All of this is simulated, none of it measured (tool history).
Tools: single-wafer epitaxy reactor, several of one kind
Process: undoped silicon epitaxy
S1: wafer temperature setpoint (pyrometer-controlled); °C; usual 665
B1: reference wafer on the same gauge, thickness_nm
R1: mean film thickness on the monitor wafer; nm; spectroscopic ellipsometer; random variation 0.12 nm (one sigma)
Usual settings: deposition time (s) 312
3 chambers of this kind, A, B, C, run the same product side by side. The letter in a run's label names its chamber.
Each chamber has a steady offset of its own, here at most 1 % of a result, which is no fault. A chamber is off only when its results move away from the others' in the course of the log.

Run 1C, hour 3.3: usual settings; B1 85.874. Result: R1 72.796 nm.
Run 2B, hour 7.1: usual settings; B1 85.874. Result: R1 72.091 nm.
Run 3A, hour 12.7: usual settings; B1 85.917. Result: R1 72.149 nm.
Run 4B, hour 16.9: usual settings; B1 85.967. Result: R1 71.983 nm.
Run 5C, hour 20.3: usual settings; B1 85.952. Result: R1 72.786 nm.
Run 6A, hour 25.0: usual settings; B1 86.002. Result: R1 71.868 nm.
Run 7C, hour 27.9: usual settings; B1 86.027. Result: R1 72.807 nm.
Run 8B, hour 31.5: usual settings; B1 85.987. Result: R1 72.101 nm.
Run 9A, hour 36.9: usual settings; B1 86.061. Result: R1 72.179 nm.
Run 10C, hour 42.6: usual settings; B1 86.073. Result: R1 72.963 nm.
Run 11B, hour 49.0: usual settings but S1 658 °C, deposition time (s) 372; B1 86.083. Result: R1 74.322 nm.
Run 12A, hour 53.9: usual settings but S1 658 °C, deposition time (s) 372; B1 86.094. Result: R1 73.984 nm.
Run 13A, hour 60.2: usual settings but S1 658 °C, deposition time (s) 372; B1 86.118. Result: R1 74.190 nm.
Run 14B, hour 63.0: usual settings; B1 86.158. Result: R1 72.237 nm.
Run 15C, hour 68.4: usual settings but deposition time (s) 334; B1 86.175. Result: R1 78.350 nm.
Run 16B, hour 74.2: usual settings but deposition time (s) 334; B1 86.165. Result: R1 77.414 nm.
Run 17A, hour 78.2: usual settings but deposition time (s) 334; B1 86.154. Result: R1 77.317 nm.
Run 18C, hour 81.7: usual settings; B1 86.191. Result: R1 73.155 nm.
Run 19C, hour 86.1: usual settings; B1 86.191. Result: R1 72.988 nm.
Run 20B, hour 92.5: usual settings; B1 86.223. Result: R1 72.375 nm.
Run 21A, hour 98.5: usual settings; B1 86.247. Result: R1 72.033 nm.
Run 22A, hour 103.2: usual settings; B1 86.253. Result: R1 72.499 nm.
At hour 103.8: chamber B: pyrometer calibrated.
Run 23B, hour 109.1: usual settings; B1 86.305. Result: R1 71.901 nm.
Run 24C, hour 114.0: usual settings; B1 86.301. Result: R1 73.086 nm.
Run 25A, hour 119.7: usual settings; B1 86.292. Result: R1 72.567 nm.
Run 26C, hour 123.6: usual settings; B1 86.321. Result: R1 73.074 nm.
Run 27B, hour 127.5: usual settings; B1 86.346. Result: R1 72.125 nm.
Run 28B, hour 133.0: usual settings; B1 86.345. Result: R1 72.018 nm.
Run 29A, hour 136.7: usual settings; B1 86.381. Result: R1 72.543 nm.
Run 30C, hour 141.3: usual settings; B1 86.370. Result: R1 73.369 nm.
At hour 145.9: chamber C: pyrometer calibrated.
Run 31C, hour 146.1: usual settings; B1 86.415. Result: R1 73.120 nm.
Run 32B, hour 149.6: usual settings but S1 677 °C, deposition time (s) 350; B1 86.417. Result: R1 103.610 nm.
Run 33A, hour 153.0: usual settings but S1 677 °C, deposition time (s) 350; B1 86.419. Result: R1 104.680 nm.
Run 34C, hour 159.0: usual settings but S1 677 °C, deposition time (s) 350; B1 86.468. Result: R1 105.460 nm.
Run 35B, hour 164.4: usual settings; B1 86.475. Result: R1 72.236 nm.

What goes on in this fleet: one chamber off, a drifting gauge, or nothing beyond the chambers' own small offsets? Name the chamber and the cause, if any.

The gauge drifts, so all chambers seem to drift together. No chamber is off.
Cause: gauge reads high (%) = 0.693.

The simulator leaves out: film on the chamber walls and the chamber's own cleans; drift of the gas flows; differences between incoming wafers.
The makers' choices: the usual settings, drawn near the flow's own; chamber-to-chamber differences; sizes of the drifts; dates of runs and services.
